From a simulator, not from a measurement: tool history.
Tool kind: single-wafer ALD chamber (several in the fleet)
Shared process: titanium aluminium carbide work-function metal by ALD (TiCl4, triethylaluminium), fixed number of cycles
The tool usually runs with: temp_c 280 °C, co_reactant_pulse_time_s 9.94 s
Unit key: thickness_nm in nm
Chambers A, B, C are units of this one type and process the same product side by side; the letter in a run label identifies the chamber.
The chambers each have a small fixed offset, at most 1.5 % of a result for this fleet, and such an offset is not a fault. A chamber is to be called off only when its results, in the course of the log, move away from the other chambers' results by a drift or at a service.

run    day  temp_c  co_reactant_pulse_time_s  read-back reference wafer on the same gauge, thickness_nm  thickness_nm
 1C  0.162     280                      9.94                                                     1.7707        1.8487
 2A  0.254     280                      9.94                                                     1.7709        1.8117
 3B  0.408     280                      9.94                                                     1.7711        1.8294
 4A  0.496     280                      9.94                                                     1.7715        1.8068
 5C  0.658     280                      9.94                                                     1.7721        1.8504
 6B  0.796     280                      9.94                                                     1.7718        1.8321
 7A   0.95     280                      9.94                                                     1.7731        1.8087
 8B  1.133     284                      9.94                                                     1.7728        1.8633
 9C  1.225     284                      9.94                                                     1.7735        1.8885
10C  1.404     284                      9.94                                                     1.7742        1.8872
11B  1.496     280                      9.94                                                      1.775        1.8321
12A  1.646     280                      9.94                                                     1.7752        1.8172
13C  1.733     280                      9.94                                                     1.7756        1.8528
14A  1.867     280                      9.94                                                     1.7756         1.817
15B  1.996     280                      9.94                                                     1.7761        1.8296
16B  2.083     280                      13.7                                                     1.7765        1.8802
17C  2.212     280                      13.7                                                     1.7759        1.9009
18A  2.354     280                      13.7                                                     1.7776        1.8535
19B  2.508     280                      9.94                                                     1.7767        1.8359
20C  2.604     280                      9.94                                                     1.7784        1.8575
21A  2.746     280                      9.94                                                     1.7769        1.8195
22B  2.904     280                      9.94                                                     1.7781        1.8355
23C  3.025     280                      9.94                                                     1.7794        1.8538
24A  3.196     280                      9.94                                                       1.78        1.8171
25B  3.308     280                      9.94                                                     1.7808        1.8391
26C  3.412     280                      9.94                                                     1.7799        1.8608
27A  3.512     280                      9.94                                                     1.7808        1.8202
28A  3.629     280                      9.94                                                     1.7811        1.8237
29B   3.75     280                      9.94                                                     1.7808        1.8382
30C  3.908     280                      9.94                                                     1.7811        1.8589
31C  4.042     280                      9.94                                                     1.7823        1.8577

Does one chamber stand apart from the rest, does the shared gauge drift, or is all well apart from small per-chamber offsets? Give the chamber and the most likely cause, where there is one.

The gauge drifts, so all chambers seem to drift together. No chamber is off.
Likeliest cause: gauge reads high (%) = 0.698.
